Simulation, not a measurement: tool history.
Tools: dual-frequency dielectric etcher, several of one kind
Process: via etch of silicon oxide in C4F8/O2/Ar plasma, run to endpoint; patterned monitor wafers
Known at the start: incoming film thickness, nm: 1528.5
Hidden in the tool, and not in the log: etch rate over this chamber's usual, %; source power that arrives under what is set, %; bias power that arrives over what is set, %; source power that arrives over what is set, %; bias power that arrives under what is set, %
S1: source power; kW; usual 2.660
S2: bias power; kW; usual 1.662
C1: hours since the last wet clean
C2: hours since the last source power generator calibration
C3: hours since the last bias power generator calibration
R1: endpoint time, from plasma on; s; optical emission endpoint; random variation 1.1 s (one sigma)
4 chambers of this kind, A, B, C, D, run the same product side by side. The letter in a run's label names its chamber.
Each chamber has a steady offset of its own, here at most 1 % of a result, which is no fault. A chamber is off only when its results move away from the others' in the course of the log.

run	hour	S1	S2	C1	C2	C3	R1
1B	13.7	2.660	1.662	533.0	2210.2	2244.5	285.11
2C	22.9	2.660	1.662	322.2	1463.7	669.5	281.09
3D	30.1	2.660	1.662	243.9	3210.3	148.1	282.33
4A	43.6	2.660	1.662	165.4	2294.4	96.2	284.56
5D	55.8	2.660	1.662	269.6	3236.0	173.8	282.92
6B	69.7	2.660	1.662	589.0	2266.2	2300.5	281.92
7A	77.2	2.660	1.662	199.0	2328.0	129.8	285.44
# hour 78.6: chamber A: source power generator calibrated
8C	87.6	2.660	1.662	386.9	1528.4	734.2	279.37
9B	99.5	2.660	1.662	618.8	2296.0	2330.3	283.61
10A	107.3	2.660	1.373	229.1	28.8	159.9	295.10
11C	114.8	2.660	1.373	414.1	1555.6	761.4	293.57
12D	126.1	2.660	1.373	339.9	3306.3	244.1	296.95
# hour 129.8: chamber B: wet clean of the chamber
13B	137.8	2.660	1.373	8.1	2334.3	2368.6	298.64
14D	150.8	2.660	1.662	364.6	3331.0	268.8	283.23
15C	159.3	2.660	1.662	458.6	1600.1	805.9	281.14
# hour 166.4: chamber C: wet clean of the chamber
# hour 169.0: chamber D: wet clean of the chamber
16A	173.2	2.660	1.662	295.0	94.7	225.8	278.25
17B	185.1	2.660	1.662	55.4	2381.6	2415.9	283.65
18C	194.7	2.660	1.662	28.4	1635.5	841.3	280.23
19D	208.6	2.660	1.662	39.6	3388.8	326.6	282.97
20A	215.8	2.660	1.662	337.6	137.3	268.4	274.79
21B	222.8	2.660	1.662	93.1	2419.3	2453.6	284.42
22A	230.3	2.660	1.662	352.1	151.8	282.9	273.77
23D	240.3	2.660	1.662	71.3	3420.5	358.3	280.78
24C	248.6	2.660	1.662	82.3	1689.4	895.2	281.52
25A	260.6	2.380	1.422	382.4	182.1	313.2	297.34
26D	271.9	2.380	1.422	102.9	3452.1	389.9	310.51
27B	281.5	2.380	1.422	151.8	2478.0	2512.3	309.35
28C	294.7	2.380	1.422	128.4	1735.5	941.3	307.85
29A	302.2	2.660	1.662	424.0	223.7	354.8	269.86
30C	311.3	2.660	1.662	145.0	1752.1	957.9	281.63
# hour 313.2: chamber D: source power generator calibrated
31D	322.8	2.660	1.662	153.8	9.7	440.8	283.79

Is one chamber off against the others, does the gauge drift, or is nothing wrong? If a chamber is off, say which, and what the likeliest cause is.

Chamber A drifts away from the others.
Cause: etch rate over this chamber's usual, % = 5.34.

Here are 4 candidates for chamber A's next run, each the usual settings with a change, their results left as question marks. Which one brings its results back in line with what the others give on the usual settings?
In line means no further than this from the other chambers' mean on the usual settings: R1 3.80 s
32A-1	332.9	2.130	1.662				?
32A-2	332.9	3.110	1.848				?
32A-3	332.9	2.440	1.569				?
32A-4	332.9	2.880	1.755				?

The other chambers' mean on the usual settings: R1 282.64 s
run	R1
32A-1	294.31
32A-2	245.44
32A-3	282.89
32A-4	256.73
32A-3 brings the chamber back in line.

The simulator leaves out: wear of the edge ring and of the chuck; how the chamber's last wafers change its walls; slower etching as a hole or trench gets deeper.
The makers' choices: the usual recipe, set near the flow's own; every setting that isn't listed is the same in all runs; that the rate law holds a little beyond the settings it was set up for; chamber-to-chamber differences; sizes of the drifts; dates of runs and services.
